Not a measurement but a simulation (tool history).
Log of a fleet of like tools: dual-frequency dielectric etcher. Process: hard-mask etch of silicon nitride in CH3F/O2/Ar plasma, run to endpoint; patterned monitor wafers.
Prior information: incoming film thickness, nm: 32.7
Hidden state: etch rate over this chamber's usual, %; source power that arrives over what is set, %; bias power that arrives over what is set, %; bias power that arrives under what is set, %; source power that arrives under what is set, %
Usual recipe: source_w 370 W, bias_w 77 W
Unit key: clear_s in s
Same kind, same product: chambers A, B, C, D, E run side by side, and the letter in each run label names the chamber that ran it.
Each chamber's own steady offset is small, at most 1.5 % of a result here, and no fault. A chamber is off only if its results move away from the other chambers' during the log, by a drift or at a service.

run   hour  source_w  bias_w  hours since the last wet clean  hours since the last source power generator calibration  hours since the last bias power generator calibration  clear_s
 1A    6.8       370      77                           196.2                                                    489.8                                                 1746.7   48.152
 2C   12.0       370      77                           311.1                                                   2561.1                                                  460.8   47.670
 3E   18.1       370      77                           223.5                                                   1045.4                                                  441.4   47.505
 4D   25.7       370      77                            98.3                                                    772.1                                                 3518.2   47.383
 5B   30.9       370      77                           447.7                                                    525.2                                                  338.9   47.849
      32.2  -- chamber B: wet clean of the chamber
 6D   40.4       370      77                           113.0                                                    786.8                                                 3532.9   47.126
 7C   46.2       370      77                           345.3                                                   2595.3                                                  495.0   47.459
 8B   53.5       340      77                            21.3                                                    547.8                                                  361.5   49.469
 9E   60.5       340      77                           265.9                                                   1087.8                                                  483.8   49.091
10A   66.1       340      77                           255.5                                                    549.1                                                 1806.0   49.695
11D   73.7       340      77                           146.3                                                    820.1                                                 3566.2   48.919
12E   83.9       340      77                           289.3                                                   1111.2                                                  507.2   49.025
13C   90.4       370      77                           389.5                                                   2639.5                                                  539.2   47.872
14B   99.8       370      77                            67.6                                                    594.1                                                  407.8   48.087
15A  106.8       370      77                           296.2                                                    589.8                                                 1846.7   48.322
16A  118.4       420      87                           307.8                                                    601.4                                                 1858.3   43.765
17E  123.8       420      87                           329.2                                                   1151.1                                                  547.1   43.322
18D  133.6       420      87                           206.2                                                    880.0                                                 3626.1   43.426
     133.9  -- chamber C: wet clean of the chamber
19C  142.6       420      87                             8.7                                                   2691.7                                                  591.4   43.181
20B  152.9       420      87                           120.7                                                    647.2                                                  460.9   44.006
21E  161.3       450      84                           366.7                                                   1188.6                                                  584.6   42.349
22B  169.3       450      84                           137.1                                                    663.6                                                  477.3   43.140
23A  180.1       450      84                           369.5                                                    663.1                                                 1920.0   43.688
24D  188.8       450      84                           261.4                                                    935.2                                                 3681.3   42.705
25C  195.4       450      84                            61.5                                                   2744.5                                                  644.2   42.638
26A  204.9       330      77                           394.3                                                    687.9                                                 1944.8   50.349
27C  213.4       330      77                            79.5                                                   2762.5                                                  662.2   49.633
28B  223.1       330      77                           190.9                                                    717.4                                                  531.1   50.228
29E  229.3       330      77                           434.7                                                   1256.6                                                  652.6   48.442
30D  239.0       330      77                           311.6                                                    985.4                                                 3731.5   49.478
     242.8  -- chamber A: wet clean of the chamber
31B  248.3       370      77                           216.1                                                    742.6                                                  556.3   47.885
32C  253.7       370      77                           119.8                                                   2802.8                                                  702.5   47.534
33D  265.1       370      77                           337.7                                                   1011.5                                                 3757.6   47.315
34A  272.7       370      77                            29.9                                                    755.7                                                 2012.6   48.623
35E  279.6       370      77                           485.0                                                   1306.9                                                  702.9   46.057
36B  288.7       370      77                           256.5                                                    783.0                                                  596.7   48.158
37C  294.8       370      77                           160.9                                                   2843.9                                                  743.6   47.416
38D  303.5       370      77                           376.1                                                   1049.9                                                 3796.0   47.381
39A  310.8       370      77                            68.0                                                    793.8                                                 2050.7   48.253
40E  317.9       370      77                           523.3                                                   1345.2                                                  741.2   45.427

Is one chamber out of step, is the gauge drifting, or do the chambers differ by no more than their own small offsets? For an off chamber, give its letter and the likeliest cause.

It is chamber E that slowly wanders off from its peers.
Most likely cause: etch rate over this chamber's usual, % = 4.51.

Here are 4 candidates for chamber E's next run, each the usual settings with a change, their results left as question marks. Which one brings its results back in line with what the others give on the usual settings?
A result is in line if it is within this distance of the other chambers' mean on the usual settings: clear_s 0.690 s
41E-1  326.2       420      87                                                                                                                                                        ?
41E-2  326.2       320      68                                                                                                                                                        ?
41E-3  326.2       400      82                                                                                                                                                        ?
41E-4  326.2       320      77                                                                                                                                                        ?

What the other chambers average on the usual settings: clear_s 47.775 s
  run  clear_s
41E-1   41.455
41E-2   50.149
41E-3   43.127
41E-4   48.020
41E-4 puts the chamber back in line with the other chambers.

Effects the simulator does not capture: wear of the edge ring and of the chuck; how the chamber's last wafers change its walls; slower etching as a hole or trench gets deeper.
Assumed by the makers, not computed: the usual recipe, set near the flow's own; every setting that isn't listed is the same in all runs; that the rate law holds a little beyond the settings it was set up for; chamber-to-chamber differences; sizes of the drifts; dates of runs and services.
